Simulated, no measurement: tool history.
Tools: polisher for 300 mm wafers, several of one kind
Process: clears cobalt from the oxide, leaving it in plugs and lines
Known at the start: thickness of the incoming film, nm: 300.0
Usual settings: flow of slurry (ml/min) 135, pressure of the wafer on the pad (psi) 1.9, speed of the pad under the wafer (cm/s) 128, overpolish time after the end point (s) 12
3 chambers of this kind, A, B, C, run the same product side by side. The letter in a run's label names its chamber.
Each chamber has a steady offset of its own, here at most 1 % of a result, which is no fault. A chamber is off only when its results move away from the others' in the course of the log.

run     day  flow of slurry (ml/min)  pressure of the wafer on the pad (psi)  speed of the pad under the wafer (cm/s)  overpolish time after the end point (s)  time until the end point was called (s)  dishing of a wide line in a test structure (Å)
      0.371  -- chamber B: worn pad replaced by a new one
 1C   0.604                      135                                     1.9                                      128                                       12                                   42.077                                          518.19
 2B    0.95                      135                                     1.9                                      128                                       12                                   43.381                                          509.37
      1.433  -- chamber A: worn pad replaced by a new one
 3A   1.542                      135                                     1.9                                      128                                       12                                   42.357                                          519.77
      1.662  -- chamber C: worn pad replaced by a new one
 4A   1.979                      135                                     1.9                                      128                                       12                                   42.014                                          530.48
 5B   2.575                      135                                     1.9                                      128                                       12                                   42.555                                          528.11
 6C   2.975                      135                                     1.9                                      128                                       12                                   41.714                                           516.7
 7B   3.342                      135                                     1.9                                      128                                        9                                   42.597                                          431.63
 8A   3.633                      135                                     1.9                                      128                                        9                                   42.466                                          448.88
      3.946  -- chamber A: head pressure recalibrated
      4.075  -- chamber B: worn pad replaced by a new one
 9C   4.292                      135                                     1.9                                      128                                        9                                    43.25                                           432.3
      4.621  -- chamber C: head pressure recalibrated
10B   4.642                      135                                     1.4                                       98                                       12                                   75.699                                          350.56
      4.683  -- chamber C: worn pad replaced by a new one
11A   5.133                      135                                     1.4                                       98                                       12                                   73.748                                          363.15
12C   5.779                      135                                     1.4                                       98                                       12                                   73.337                                          355.47
13A   6.325                      135                                     1.9                                      128                                       12                                   42.572                                          524.94
       6.55  -- chamber A: worn pad replaced by a new one
      6.642  -- chamber A: slurry nozzle cleaned
14C   6.833                      135                                     1.9                                      128                                       12                                   42.871                                          519.97
      7.225  -- chamber C: worn pad replaced by a new one
15B     7.3                      135                                     1.9                                      128                                       12                                   42.544                                          524.89
16A   7.896                      135                                     1.9                                      128                                       12                                   42.501                                          522.01
      8.454  -- chamber B: worn pad replaced by a new one
17C   8.529                      135                                     1.9                                      128                                        8                                   42.449                                          410.92
18B   9.142                      135                                     1.9                                      128                                        8                                    42.99                                          405.52
19C   9.596                      135                                     1.9                                      128                                        8                                   42.598                                          405.41
20A  10.221                      135                                     1.9                                      128                                       12                                   41.262                                          506.39
     10.433  -- chamber C: worn pad replaced by a new one
21B  10.633                      135                                     1.9                                      128                                       12                                   42.782                                          505.77
22B  11.096                      135                                     1.9                                      128                                       10                                   41.997                                          477.14
     11.108  -- chamber A: worn pad replaced by a new one
23C  11.608                      135                                     1.9                                      128                                       10                                   42.768                                          465.81
24A  11.962                      135                                     1.9                                      128                                       10                                   42.145                                          456.78
25C  12.358                      135                                     2.4                                      128                                       12                                    33.39                                          586.54
26B  12.808                      135                                     2.4                                      128                                       12                                   33.116                                          590.63
     13.075  -- chamber B: worn pad replaced by a new one
27A  13.412                      135                                     2.4                                      128                                       12                                   33.384                                          595.06
     13.483  -- chamber C: worn pad replaced by a new one
28B  13.967                      135                                     1.9                                      128                                       12                                   43.475                                          523.93
29A  14.267                      135                                     1.9                                      128                                       12                                    42.85                                          506.44
30C  14.862                      135                                     1.9                                      128                                       12                                   43.187                                          509.45

Is one chamber off against the others, does the gauge drift, or is nothing wrong? If a chamber is off, say which, and what the likeliest cause is.

No chamber stands off beyond its own small offset, and the gauge holds steady.

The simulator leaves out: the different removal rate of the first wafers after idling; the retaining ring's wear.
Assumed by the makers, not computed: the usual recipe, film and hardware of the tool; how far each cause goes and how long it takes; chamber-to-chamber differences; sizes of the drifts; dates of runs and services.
